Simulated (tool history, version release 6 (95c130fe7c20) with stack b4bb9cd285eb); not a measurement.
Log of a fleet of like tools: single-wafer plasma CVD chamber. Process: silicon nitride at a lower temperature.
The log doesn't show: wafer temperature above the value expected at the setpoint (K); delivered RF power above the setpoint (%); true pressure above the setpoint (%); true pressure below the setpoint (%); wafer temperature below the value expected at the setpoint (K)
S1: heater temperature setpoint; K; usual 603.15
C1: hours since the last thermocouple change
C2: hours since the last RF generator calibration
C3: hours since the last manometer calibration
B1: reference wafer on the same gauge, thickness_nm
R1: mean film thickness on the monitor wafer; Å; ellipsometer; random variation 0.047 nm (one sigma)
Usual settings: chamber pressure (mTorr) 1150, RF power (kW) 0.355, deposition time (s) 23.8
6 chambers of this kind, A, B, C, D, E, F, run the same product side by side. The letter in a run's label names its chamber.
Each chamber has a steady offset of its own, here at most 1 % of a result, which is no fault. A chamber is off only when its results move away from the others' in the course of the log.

run 1A hour=15.9 | S1=603.15 chamber_pressure_(mTorr)=1150 RF_power_(kW)=0.355 deposition_time_(s)=23.8 | C1=1463.6 C2=1562.7 C3=106.1 | B1=27.399 | R1=285.33
-- hour=17.6 chamber B: capacitance manometer re-zeroed and calibrated
run 2C hour=26.2 | S1=603.15 chamber_pressure_(mTorr)=1150 RF_power_(kW)=0.355 deposition_time_(s)=23.8 | C1=458.0 C2=261.6 C3=813.9 | B1=27.414 | R1=285.89
-- hour=30.2 chamber F: RF generator calibrated
run 3D hour=42.0 | S1=603.15 chamber_pressure_(mTorr)=1150 RF_power_(kW)=0.355 deposition_time_(s)=23.8 | C1=1634.2 C2=840.8 C3=348.8 | B1=27.418 | R1=284.93
run 4F hour=54.5 | S1=603.15 chamber_pressure_(mTorr)=1150 RF_power_(kW)=0.355 deposition_time_(s)=23.8 | C1=305.2 C2=24.4 C3=1151.6 | B1=27.425 | R1=285.65
run 5B hour=69.4 | S1=603.15 chamber_pressure_(mTorr)=1150 RF_power_(kW)=0.355 deposition_time_(s)=23.8 | C1=1127.0 C2=871.8 C3=51.8 | B1=27.423 | R1=284.45
-- hour=73.5 chamber E: capacitance manometer re-zeroed and calibrated
run 6E hour=80.4 | S1=603.15 chamber_pressure_(mTorr)=990 RF_power_(kW)=0.355 deposition_time_(s)=27.5 | C1=585.5 C2=1252.4 C3=7.0 | B1=27.428 | R1=313.93
run 7C hour=90.2 | S1=603.15 chamber_pressure_(mTorr)=990 RF_power_(kW)=0.355 deposition_time_(s)=27.5 | C1=522.0 C2=325.6 C3=877.9 | B1=27.445 | R1=315.29
-- hour=100.7 chamber B: RF generator calibrated
-- hour=100.8 chamber E: RF generator calibrated
run 8F hour=103.1 | S1=603.15 chamber_pressure_(mTorr)=990 RF_power_(kW)=0.355 deposition_time_(s)=27.5 | C1=353.8 C2=73.0 C3=1200.2 | B1=27.446 | R1=314.40
run 9D hour=115.6 | S1=603.15 chamber_pressure_(mTorr)=990 RF_power_(kW)=0.355 deposition_time_(s)=27.5 | C1=1707.8 C2=914.4 C3=422.4 | B1=27.458 | R1=315.73
run 10B hour=127.8 | S1=603.15 chamber_pressure_(mTorr)=990 RF_power_(kW)=0.355 deposition_time_(s)=27.5 | C1=1185.4 C2=27.1 C3=110.2 | B1=27.455 | R1=313.32
run 11A hour=138.4 | S1=603.15 chamber_pressure_(mTorr)=990 RF_power_(kW)=0.355 deposition_time_(s)=27.5 | C1=1586.1 C2=1685.2 C3=228.6 | B1=27.456 | R1=314.94
run 12E hour=153.5 | S1=603.15 chamber_pressure_(mTorr)=1150 RF_power_(kW)=0.355 deposition_time_(s)=23.8 | C1=658.6 C2=52.8 C3=80.1 | B1=27.449 | R1=285.30
-- hour=158.4 chamber D: thermocouple changed; heater temperature recalibrated
run 13B hour=161.2 | S1=603.15 chamber_pressure_(mTorr)=1150 RF_power_(kW)=0.355 deposition_time_(s)=23.8 | C1=1218.8 C2=60.5 C3=143.6 | B1=27.461 | R1=284.81
run 14A hour=171.6 | S1=603.15 chamber_pressure_(mTorr)=1150 RF_power_(kW)=0.355 deposition_time_(s)=23.8 | C1=1619.3 C2=1718.4 C3=261.8 | B1=27.482 | R1=285.06
run 15C hour=185.1 | S1=603.15 chamber_pressure_(mTorr)=1150 RF_power_(kW)=0.355 deposition_time_(s)=19.3 | C1=616.9 C2=420.5 C3=972.8 | B1=27.467 | R1=232.68
run 16E hour=192.5 | S1=603.15 chamber_pressure_(mTorr)=1150 RF_power_(kW)=0.355 deposition_time_(s)=19.3 | C1=697.6 C2=91.8 C3=119.1 | B1=27.473 | R1=231.47
run 17F hour=206.4 | S1=603.15 chamber_pressure_(mTorr)=1150 RF_power_(kW)=0.355 deposition_time_(s)=19.3 | C1=457.1 C2=176.3 C3=1303.5 | B1=27.478 | R1=232.30
run 18D hour=223.1 | S1=603.15 chamber_pressure_(mTorr)=1150 RF_power_(kW)=0.355 deposition_time_(s)=19.3 | C1=64.7 C2=1021.9 C3=529.9 | B1=27.476 | R1=231.89
run 19C hour=236.0 | S1=603.15 chamber_pressure_(mTorr)=1150 RF_power_(kW)=0.355 deposition_time_(s)=19.3 | C1=667.8 C2=471.4 C3=1023.7 | B1=27.491 | R1=232.70
run 20B hour=248.1 | S1=603.15 chamber_pressure_(mTorr)=1150 RF_power_(kW)=0.355 deposition_time_(s)=19.3 | C1=1305.7 C2=147.4 C3=230.5 | B1=27.496 | R1=231.32
run 21A hour=259.1 | S1=615.15 chamber_pressure_(mTorr)=970 RF_power_(kW)=0.355 deposition_time_(s)=23.8 | C1=1706.8 C2=1805.9 C3=349.3 | B1=27.499 | R1=270.12
run 22D hour=270.3 | S1=615.15 chamber_pressure_(mTorr)=970 RF_power_(kW)=0.355 deposition_time_(s)=23.8 | C1=111.9 C2=1069.1 C3=577.1 | B1=27.511 | R1=270.19
-- hour=279.6 chamber B: thermocouple changed; heater temperature recalibrated
run 23F hour=283.1 | S1=615.15 chamber_pressure_(mTorr)=970 RF_power_(kW)=0.355 deposition_time_(s)=23.8 | C1=533.8 C2=253.0 C3=1380.2 | B1=27.511 | R1=270.42
run 24E hour=293.4 | S1=615.15 chamber_pressure_(mTorr)=970 RF_power_(kW)=0.355 deposition_time_(s)=23.8 | C1=798.5 C2=192.7 C3=220.0 | B1=27.518 | R1=270.11
run 25C hour=303.8 | S1=615.15 chamber_pressure_(mTorr)=970 RF_power_(kW)=0.355 deposition_time_(s)=23.8 | C1=735.6 C2=539.2 C3=1091.5 | B1=27.532 | R1=271.79
run 26B hour=314.2 | S1=615.15 chamber_pressure_(mTorr)=970 RF_power_(kW)=0.355 deposition_time_(s)=23.8 | C1=34.7 C2=213.5 C3=296.6 | B1=27.522 | R1=269.43
run 27F hour=329.0 | S1=603.15 chamber_pressure_(mTorr)=1150 RF_power_(kW)=0.355 deposition_time_(s)=23.8 | C1=579.7 C2=298.9 C3=1426.1 | B1=27.519 | R1=286.08
run 28A hour=338.8 | S1=603.15 chamber_pressure_(mTorr)=1150 RF_power_(kW)=0.355 deposition_time_(s)=23.8 | C1=1786.5 C2=1885.6 C3=429.0 | B1=27.530 | R1=285.97
run 29D hour=347.8 | S1=603.15 chamber_pressure_(mTorr)=1150 RF_power_(kW)=0.355 deposition_time_(s)=23.8 | C1=189.4 C2=1146.6 C3=654.6 | B1=27.545 | R1=286.25
run 30E hour=363.0 | S1=603.15 chamber_pressure_(mTorr)=1150 RF_power_(kW)=0.355 deposition_time_(s)=23.8 | C1=868.1 C2=262.3 C3=289.6 | B1=27.536 | R1=285.65
run 31C hour=375.5 | S1=603.15 chamber_pressure_(mTorr)=1150 RF_power_(kW)=0.355 deposition_time_(s)=23.8 | C1=807.3 C2=610.9 C3=1163.2 | B1=27.541 | R1=287.69
run 32B hour=383.9 | S1=603.15 chamber_pressure_(mTorr)=1150 RF_power_(kW)=0.355 deposition_time_(s)=23.8 | C1=104.4 C2=283.2 C3=366.3 | B1=27.547 | R1=286.25
run 33F hour=395.7 | S1=603.15 chamber_pressure_(mTorr)=1150 RF_power_(kW)=0.355 deposition_time_(s)=23.8 | C1=646.4 C2=365.6 C3=1492.8 | B1=27.559 | R1=286.46
run 34E hour=403.3 | S1=603.15 chamber_pressure_(mTorr)=1150 RF_power_(kW)=0.355 deposition_time_(s)=23.8 | C1=908.4 C2=302.6 C3=329.9 | B1=27.557 | R1=285.84
run 35D hour=415.8 | S1=603.15 chamber_pressure_(mTorr)=1150 RF_power_(kW)=0.355 deposition_time_(s)=23.8 | C1=257.4 C2=1214.6 C3=722.6 | B1=27.562 | R1=285.42
-- hour=415.9 chamber A: RF generator calibrated
run 36A hour=431.2 | S1=603.15 chamber_pressure_(mTorr)=1150 RF_power_(kW)=0.355 deposition_time_(s)=23.8 | C1=1878.9 C2=15.4 C3=521.4 | B1=27.572 | R1=286.18
run 37C hour=441.1 | S1=603.15 chamber_pressure_(mTorr)=1150 RF_power_(kW)=0.355 deposition_time_(s)=23.8 | C1=872.9 C2=676.5 C3=1228.8 | B1=27.558 | R1=287.47
run 38A hour=448.5 | S1=603.15 chamber_pressure_(mTorr)=1150 RF_power_(kW)=0.355 deposition_time_(s)=23.8 | C1=1896.2 C2=32.7 C3=538.7 | B1=27.569 | R1=285.90
run 39F hour=464.3 | S1=603.15 chamber_pressure_(mTorr)=1150 RF_power_(kW)=0.355 deposition_time_(s)=23.8 | C1=715.0 C2=434.2 C3=1561.4 | B1=27.577 | R1=288.21

Next, every chamber runs the same settings. What will each give?
run 40A hour=476.2 | S1=603.15 chamber_pressure_(mTorr)=1150 RF_power_(kW)=0.355 deposition_time_(s)=23.8 | R1=?
run 40B hour=476.2 | S1=603.15 chamber_pressure_(mTorr)=1150 RF_power_(kW)=0.355 deposition_time_(s)=23.8 | R1=?
run 40C hour=476.2 | S1=603.15 chamber_pressure_(mTorr)=1150 RF_power_(kW)=0.355 deposition_time_(s)=23.8 | R1=?
run 40D hour=476.2 | S1=603.15 chamber_pressure_(mTorr)=1150 RF_power_(kW)=0.355 deposition_time_(s)=23.8 | R1=?
run 40E hour=476.2 | S1=603.15 chamber_pressure_(mTorr)=1150 RF_power_(kW)=0.355 deposition_time_(s)=23.8 | R1=?
run 40F hour=476.2 | S1=603.15 chamber_pressure_(mTorr)=1150 RF_power_(kW)=0.355 deposition_time_(s)=23.8 | R1=?

run=40A R1=286.70
run=40B R1=285.53
run=40C R1=286.96
run=40D R1=286.17
run=40E R1=287.42
run=40F R1=287.14
